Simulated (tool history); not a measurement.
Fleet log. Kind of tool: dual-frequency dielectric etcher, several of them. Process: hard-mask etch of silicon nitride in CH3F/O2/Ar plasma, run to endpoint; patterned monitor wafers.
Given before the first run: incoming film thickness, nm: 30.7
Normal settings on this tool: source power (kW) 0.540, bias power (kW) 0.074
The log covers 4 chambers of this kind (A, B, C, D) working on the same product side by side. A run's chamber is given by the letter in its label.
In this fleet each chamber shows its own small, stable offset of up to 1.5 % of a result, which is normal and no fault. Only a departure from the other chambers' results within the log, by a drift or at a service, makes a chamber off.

| run | hour | source power (kW) | bias power (kW) | endpoint time (s) |
|---|---|---|---|---|
| 1B | 10.6 | 0.540 | 0.074 | 38.845 |
| 2A | 21.6 | 0.540 | 0.074 | 39.639 |
| 3D | 29.9 | 0.540 | 0.074 | 39.496 |
| 4C | 41.2 | 0.540 | 0.074 | 38.935 |
| 5A | 48.6 | 0.540 | 0.074 | 39.878 |
| 6B | 58.1 | 0.540 | 0.074 | 39.243 |
| 7C | 66.8 | 0.540 | 0.066 | 40.596 |
| 8D | 78.3 | 0.540 | 0.066 | 40.620 |
| 9D | 86.9 | 0.540 | 0.066 | 40.792 |
| 10C | 94.1 | 0.540 | 0.066 | 40.149 |
| 11B | 104.8 | 0.540 | 0.074 | 39.798 |
| 12A | 116.0 | 0.540 | 0.074 | 39.958 |
|  | 116.5 | chamber C: source power generator calibrated |
| 13B | 126.1 | 0.540 | 0.074 | 38.473 |
| 14C | 131.6 | 0.540 | 0.074 | 39.182 |
| 15D | 137.6 | 0.670 | 0.074 | 36.279 |
| 16A | 146.6 | 0.670 | 0.074 | 36.558 |
| 17A | 154.5 | 0.670 | 0.074 | 37.059 |
|  | 163.7 | chamber C: wet clean of the chamber |
| 18C | 165.8 | 0.670 | 0.074 | 36.080 |
| 19B | 176.0 | 0.540 | 0.074 | 39.190 |
|  | 181.3 | chamber A: wet clean of the chamber |
| 20D | 184.9 | 0.540 | 0.074 | 39.149 |
| 21A | 190.0 | 0.650 | 0.087 | 34.970 |
| 22B | 195.1 | 0.650 | 0.087 | 33.705 |
| 23C | 202.9 | 0.650 | 0.087 | 34.676 |
| 24D | 211.3 | 0.650 | 0.087 | 34.798 |
| 25A | 216.4 | 0.540 | 0.074 | 39.385 |
| 26C | 222.8 | 0.540 | 0.074 | 38.735 |
| 27D | 231.8 | 0.540 | 0.074 | 38.810 |
| 28B | 237.8 | 0.540 | 0.074 | 38.025 |
| 29D | 244.6 | 0.420 | 0.088 | 40.477 |
| 30A | 252.5 | 0.420 | 0.088 | 41.107 |
| 31C | 260.0 | 0.420 | 0.088 | 40.347 |
| 32B | 269.6 | 0.420 | 0.088 | 39.680 |
| 33C | 275.2 | 0.540 | 0.074 | 39.083 |
| 34D | 282.6 | 0.540 | 0.074 | 39.294 |
| 35B | 289.6 | 0.540 | 0.074 | 37.008 |
| 36A | 301.0 | 0.540 | 0.068 | 40.567 |
| 37A | 306.4 | 0.540 | 0.068 | 40.628 |
| 38B | 315.0 | 0.540 | 0.068 | 38.542 |

Which is it: a chamber that has drifted or been left off by a service, a gauge drift common to all chambers, or only each chamber's usual small offset? If a chamber is off, name it and its likeliest cause.

Chamber B drifts away from the others.
What lies behind it: etch rate over this chamber's usual, % = 5.45.

Which of the 4 candidates below, each the usual settings with something changed and its results left as question marks, puts chamber B back in line with what the other chambers give on the usual settings?
Counts as in line when no further than this from what the other chambers average on the usual settings: endpoint time (s) 0.930
| 39B-1 | 323.2 | 0.620 | 0.074 | ? |
| 39B-2 | 323.2 | 0.490 | 0.069 | ? |
| 39B-3 | 323.2 | 0.420 | 0.074 | ? |
| 39B-4 | 323.2 | 0.630 | 0.083 | ? |

Other chambers, usual settings, mean: endpoint time (s) 39.311
| run | endpoint time (s) |
|---|---|
| 39B-1 | 35.468 |
| 39B-2 | 39.773 |
| 39B-3 | 41.247 |
| 39B-4 | 33.926 |
Change 39B-2 lands the chamber within the allowed miss of the other chambers.
